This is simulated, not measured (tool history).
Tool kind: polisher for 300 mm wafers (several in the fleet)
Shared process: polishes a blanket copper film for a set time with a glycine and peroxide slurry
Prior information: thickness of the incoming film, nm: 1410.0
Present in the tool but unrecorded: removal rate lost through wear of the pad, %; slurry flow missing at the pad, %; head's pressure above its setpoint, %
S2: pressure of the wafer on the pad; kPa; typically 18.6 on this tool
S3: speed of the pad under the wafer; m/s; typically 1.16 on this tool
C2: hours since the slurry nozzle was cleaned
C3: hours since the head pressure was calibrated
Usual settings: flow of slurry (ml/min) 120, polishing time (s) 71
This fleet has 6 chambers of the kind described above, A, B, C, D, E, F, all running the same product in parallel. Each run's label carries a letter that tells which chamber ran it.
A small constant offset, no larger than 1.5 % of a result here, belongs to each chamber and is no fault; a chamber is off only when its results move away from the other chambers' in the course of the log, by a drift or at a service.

{"run": "1D", "hour": 5.1, "flow of slurry (ml/min)": 120, "S2": 18.6, "S3": 1.16, "polishing time (s)": 71, "wafers polished on this pad": 383, "C2": 250.8, "C3": 109.4, "film removed (angstrom)": 4256.0}
{"hour": 8.1, "done": "chamber B: worn pad replaced by a new one"}
{"run": "2F", "hour": 13.1, "flow of slurry (ml/min)": 120, "S2": 18.6, "S3": 1.16, "polishing time (s)": 71, "wafers polished on this pad": 240, "C2": 197.9, "C3": 560.2, "film removed (angstrom)": 4275.2}
{"hour": 16.3, "done": "chamber C: worn pad replaced by a new one"}
{"run": "3A", "hour": 18.6, "flow of slurry (ml/min)": 120, "S2": 18.6, "S3": 1.16, "polishing time (s)": 71, "wafers polished on this pad": 267, "C2": 142.6, "C3": 344.7, "film removed (angstrom)": 4337.8}
{"hour": 19.6, "done": "chamber E: worn pad replaced by a new one"}
{"run": "4C", "hour": 25.1, "flow of slurry (ml/min)": 120, "S2": 18.6, "S3": 1.16, "polishing time (s)": 71, "wafers polished on this pad": 111, "C2": 503.1, "C3": 156.5, "film removed (angstrom)": 4215.9}
{"run": "5E", "hour": 32.4, "flow of slurry (ml/min)": 120, "S2": 18.6, "S3": 0.88, "polishing time (s)": 71, "wafers polished on this pad": 162, "C2": 60.2, "C3": 72.5, "film removed (angstrom)": 3439.4}
{"run": "6B", "hour": 38.8, "flow of slurry (ml/min)": 120, "S2": 18.6, "S3": 0.88, "polishing time (s)": 71, "wafers polished on this pad": 387, "C2": 235.0, "C3": 566.6, "film removed (angstrom)": 3379.0}
{"run": "7F", "hour": 43.7, "flow of slurry (ml/min)": 120, "S2": 18.6, "S3": 0.88, "polishing time (s)": 71, "wafers polished on this pad": 625, "C2": 228.5, "C3": 590.8, "film removed (angstrom)": 3415.1}
{"run": "8A", "hour": 47.8, "flow of slurry (ml/min)": 120, "S2": 18.6, "S3": 0.88, "polishing time (s)": 71, "wafers polished on this pad": 635, "C2": 171.8, "C3": 373.9, "film removed (angstrom)": 3450.2}
{"hour": 53.6, "done": "chamber A: worn pad replaced by a new one"}
{"run": "9C", "hour": 54.8, "flow of slurry (ml/min)": 120, "S2": 18.6, "S3": 0.88, "polishing time (s)": 71, "wafers polished on this pad": 485, "C2": 532.8, "C3": 186.2, "film removed (angstrom)": 3393.3}
{"hour": 55.7, "done": "chamber F: worn pad replaced by a new one"}
{"hour": 55.8, "done": "chamber D: worn pad replaced by a new one"}
{"run": "10E", "hour": 60.1, "flow of slurry (ml/min)": 120, "S2": 18.6, "S3": 0.88, "polishing time (s)": 71, "wafers polished on this pad": 511, "C2": 87.9, "C3": 100.2, "film removed (angstrom)": 3373.9}
{"hour": 61.9, "done": "chamber A: head pressure recalibrated"}
{"run": "11B", "hour": 67.3, "flow of slurry (ml/min)": 120, "S2": 18.6, "S3": 1.16, "polishing time (s)": 71, "wafers polished on this pad": 746, "C2": 263.5, "C3": 595.1, "film removed (angstrom)": 4221.2}
{"run": "12D", "hour": 72.9, "flow of slurry (ml/min)": 120, "S2": 18.6, "S3": 1.16, "polishing time (s)": 71, "wafers polished on this pad": 216, "C2": 318.6, "C3": 177.2, "film removed (angstrom)": 4290.6}
{"run": "13D", "hour": 79.2, "flow of slurry (ml/min)": 120, "S2": 18.6, "S3": 1.16, "polishing time (s)": 71, "wafers polished on this pad": 295, "C2": 324.9, "C3": 183.5, "film removed (angstrom)": 4265.8}
{"run": "14F", "hour": 85.9, "flow of slurry (ml/min)": 120, "S2": 18.6, "S3": 1.16, "polishing time (s)": 71, "wafers polished on this pad": 380, "C2": 270.7, "C3": 633.0, "film removed (angstrom)": 4236.4}
{"run": "15A", "hour": 92.4, "flow of slurry (ml/min)": 120, "S2": 18.6, "S3": 1.16, "polishing time (s)": 71, "wafers polished on this pad": 489, "C2": 216.4, "C3": 30.6, "film removed (angstrom)": 4324.2}
{"hour": 95.3, "done": "chamber B: worn pad replaced by a new one"}
{"run": "16C", "hour": 100.7, "flow of slurry (ml/min)": 120, "S2": 18.6, "S3": 1.16, "polishing time (s)": 71, "wafers polished on this pad": 1063, "C2": 578.7, "C3": 232.1, "film removed (angstrom)": 4247.7}
{"run": "17E", "hour": 106.2, "flow of slurry (ml/min)": 120, "S2": 18.6, "S3": 1.16, "polishing time (s)": 71, "wafers polished on this pad": 1092, "C2": 134.0, "C3": 146.3, "film removed (angstrom)": 4241.8}
{"run": "18B", "hour": 111.3, "flow of slurry (ml/min)": 120, "S2": 18.6, "S3": 1.16, "polishing time (s)": 71, "wafers polished on this pad": 202, "C2": 307.5, "C3": 639.1, "film removed (angstrom)": 4248.7}
{"hour": 113.2, "done": "chamber A: worn pad replaced by a new one"}
{"hour": 117.0, "done": "chamber F: worn pad replaced by a new one"}
{"run": "19E", "hour": 118.8, "flow of slurry (ml/min)": 120, "S2": 18.6, "S3": 1.16, "polishing time (s)": 71, "wafers polished on this pad": 1250, "C2": 146.6, "C3": 158.9, "film removed (angstrom)": 4245.5}
{"hour": 120.4, "done": "chamber E: worn pad replaced by a new one"}
{"run": "20A", "hour": 125.0, "flow of slurry (ml/min)": 120, "S2": 18.6, "S3": 1.16, "polishing time (s)": 71, "wafers polished on this pad": 149, "C2": 249.0, "C3": 63.2, "film removed (angstrom)": 4322.4}
{"hour": 132.7, "done": "chamber D: worn pad replaced by a new one"}
{"run": "21C", "hour": 133.1, "flow of slurry (ml/min)": 120, "S2": 18.6, "S3": 1.34, "polishing time (s)": 71, "wafers polished on this pad": 1471, "C2": 611.1, "C3": 264.5, "film removed (angstrom)": 4818.2}
{"run": "22B", "hour": 137.2, "flow of slurry (ml/min)": 120, "S2": 18.6, "S3": 1.34, "polishing time (s)": 71, "wafers polished on this pad": 528, "C2": 333.4, "C3": 665.0, "film removed (angstrom)": 4889.9}
{"run": "23D", "hour": 141.6, "flow of slurry (ml/min)": 120, "S2": 18.6, "S3": 1.34, "polishing time (s)": 71, "wafers polished on this pad": 112, "C2": 387.3, "C3": 245.9, "film removed (angstrom)": 4892.1}
{"run": "24F", "hour": 149.5, "flow of slurry (ml/min)": 120, "S2": 18.6, "S3": 1.34, "polishing time (s)": 71, "wafers polished on this pad": 409, "C2": 334.3, "C3": 696.6, "film removed (angstrom)": 4848.0}
{"hour": 152.5, "done": "chamber C: worn pad replaced by a new one"}
{"run": "25E", "hour": 154.3, "flow of slurry (ml/min)": 120, "S2": 18.6, "S3": 1.34, "polishing time (s)": 71, "wafers polished on this pad": 427, "C2": 182.1, "C3": 194.4, "film removed (angstrom)": 4857.4}
{"run": "26B", "hour": 160.4, "flow of slurry (ml/min)": 120, "S2": 18.6, "S3": 1.34, "polishing time (s)": 71, "wafers polished on this pad": 820, "C2": 356.6, "C3": 688.2, "film removed (angstrom)": 5006.5}
{"hour": 164.5, "done": "chamber A: slurry nozzle cleaned"}
{"hour": 165.3, "done": "chamber A: worn pad replaced by a new one"}
{"run": "27F", "hour": 165.6, "flow of slurry (ml/min)": 120, "S2": 18.6, "S3": 1.16, "polishing time (s)": 71, "wafers polished on this pad": 612, "C2": 350.4, "C3": 712.7, "film removed (angstrom)": 4306.2}
{"hour": 169.7, "done": "chamber F: worn pad replaced by a new one"}
{"run": "28C", "hour": 171.0, "flow of slurry (ml/min)": 120, "S2": 18.6, "S3": 1.16, "polishing time (s)": 71, "wafers polished on this pad": 233, "C2": 649.0, "C3": 302.4, "film removed (angstrom)": 4254.7}
{"run": "29D", "hour": 175.1, "flow of slurry (ml/min)": 120, "S2": 18.6, "S3": 1.16, "polishing time (s)": 71, "wafers polished on this pad": 534, "C2": 420.8, "C3": 279.4, "film removed (angstrom)": 4319.8}
{"hour": 175.6, "done": "chamber B: worn pad replaced by a new one"}
{"hour": 178.2, "done": "chamber B: slurry nozzle cleaned"}
{"run": "30A", "hour": 182.3, "flow of slurry (ml/min)": 120, "S2": 18.6, "S3": 1.16, "polishing time (s)": 71, "wafers polished on this pad": 215, "C2": 17.8, "C3": 120.5, "film removed (angstrom)": 4313.1}
{"run": "31E", "hour": 191.2, "flow of slurry (ml/min)": 120, "S2": 18.6, "S3": 1.16, "polishing time (s)": 71, "wafers polished on this pad": 891, "C2": 219.0, "C3": 231.3, "film removed (angstrom)": 4300.2}
{"hour": 191.7, "done": "chamber C: head pressure recalibrated"}
{"hour": 196.5, "done": "chamber D: slurry nozzle cleaned"}
{"hour": 198.8, "done": "chamber D: worn pad replaced by a new one"}
{"run": "32B", "hour": 199.9, "flow of slurry (ml/min)": 120, "S2": 18.6, "S3": 1.16, "polishing time (s)": 71, "wafers polished on this pad": 307, "C2": 21.7, "C3": 727.7, "film removed (angstrom)": 4454.8}
{"run": "33C", "hour": 205.9, "flow of slurry (ml/min)": 120, "S2": 18.6, "S3": 1.16, "polishing time (s)": 71, "wafers polished on this pad": 673, "C2": 683.9, "C3": 14.3, "film removed (angstrom)": 4216.5}
{"run": "34A", "hour": 212.4, "flow of slurry (ml/min)": 120, "S2": 18.6, "S3": 1.16, "polishing time (s)": 71, "wafers polished on this pad": 594, "C2": 47.9, "C3": 150.6, "film removed (angstrom)": 4296.0}
{"hour": 217.4, "done": "chamber E: worn pad replaced by a new one"}
{"hour": 221.0, "done": "chamber F: worn pad replaced by a new one"}
{"hour": 221.2, "done": "chamber A: worn pad replaced by a new one"}
{"run": "35F", "hour": 221.2, "flow of slurry (ml/min)": 120, "S2": 18.6, "S3": 1.16, "polishing time (s)": 71, "wafers polished on this pad": 2, "C2": 406.0, "C3": 768.3, "film removed (angstrom)": 4238.1}
{"run": "36D", "hour": 228.1, "flow of slurry (ml/min)": 100, "S2": 18.6, "S3": 0.76, "polishing time (s)": 71, "wafers polished on this pad": 369, "C2": 31.7, "C3": 332.4, "film removed (angstrom)": 2952.4}
{"run": "37A", "hour": 236.2, "flow of slurry (ml/min)": 100, "S2": 18.6, "S3": 0.76, "polishing time (s)": 71, "wafers polished on this pad": 189, "C2": 71.7, "C3": 174.4, "film removed (angstrom)": 2948.6}
{"run": "38C", "hour": 244.4, "flow of slurry (ml/min)": 100, "S2": 18.6, "S3": 0.76, "polishing time (s)": 71, "wafers polished on this pad": 1158, "C2": 722.4, "C3": 52.8, "film removed (angstrom)": 2894.4}
{"run": "39E", "hour": 251.1, "flow of slurry (ml/min)": 100, "S2": 18.6, "S3": 0.76, "polishing time (s)": 71, "wafers polished on this pad": 425, "C2": 278.9, "C3": 291.2, "film removed (angstrom)": 2903.8}
{"run": "40D", "hour": 257.5, "flow of slurry (ml/min)": 100, "S2": 18.6, "S3": 0.76, "polishing time (s)": 71, "wafers polished on this pad": 740, "C2": 61.1, "C3": 361.8, "film removed (angstrom)": 2921.8}
{"hour": 262.1, "done": "chamber B: worn pad replaced by a new one"}
{"hour": 263.6, "done": "chamber F: slurry nozzle cleaned"}
{"run": "41F", "hour": 265.2, "flow of slurry (ml/min)": 100, "S2": 18.6, "S3": 0.76, "polishing time (s)": 71, "wafers polished on this pad": 557, "C2": 1.7, "C3": 812.3, "film removed (angstrom)": 2922.1}
{"run": "42B", "hour": 271.3, "flow of slurry (ml/min)": 120, "S2": 18.6, "S3": 1.16, "polishing time (s)": 71, "wafers polished on this pad": 116, "C2": 93.1, "C3": 799.1, "film removed (angstrom)": 4555.3}
{"run": "43C", "hour": 277.8, "flow of slurry (ml/min)": 120, "S2": 18.6, "S3": 1.16, "polishing time (s)": 71, "wafers polished on this pad": 1578, "C2": 755.8, "C3": 86.2, "film removed (angstrom)": 4239.3}

The same settings go to every chamber for the next run, one line per chamber below. Forecast the results for each:
{"run": "44A", "hour": 284.4, "flow of slurry (ml/min)": 135, "S2": 18.6, "S3": 1.16, "polishing time (s)": 71, "film removed (angstrom)": "?"}
{"run": "44B", "hour": 284.4, "flow of slurry (ml/min)": 135, "S2": 18.6, "S3": 1.16, "polishing time (s)": 71, "film removed (angstrom)": "?"}
{"run": "44C", "hour": 284.4, "flow of slurry (ml/min)": 135, "S2": 18.6, "S3": 1.16, "polishing time (s)": 71, "film removed (angstrom)": "?"}
{"run": "44D", "hour": 284.4, "flow of slurry (ml/min)": 135, "S2": 18.6, "S3": 1.16, "polishing time (s)": 71, "film removed (angstrom)": "?"}
{"run": "44E", "hour": 284.4, "flow of slurry (ml/min)": 135, "S2": 18.6, "S3": 1.16, "polishing time (s)": 71, "film removed (angstrom)": "?"}
{"run": "44F", "hour": 284.4, "flow of slurry (ml/min)": 135, "S2": 18.6, "S3": 1.16, "polishing time (s)": 71, "film removed (angstrom)": "?"}

run=44A film_removed_(angstrom)=4408.0
run=44B film_removed_(angstrom)=4668.9
run=44C film_removed_(angstrom)=4345.2
run=44D film_removed_(angstrom)=4379.3
run=44E film_removed_(angstrom)=4364.4
run=44F film_removed_(angstrom)=4353.8
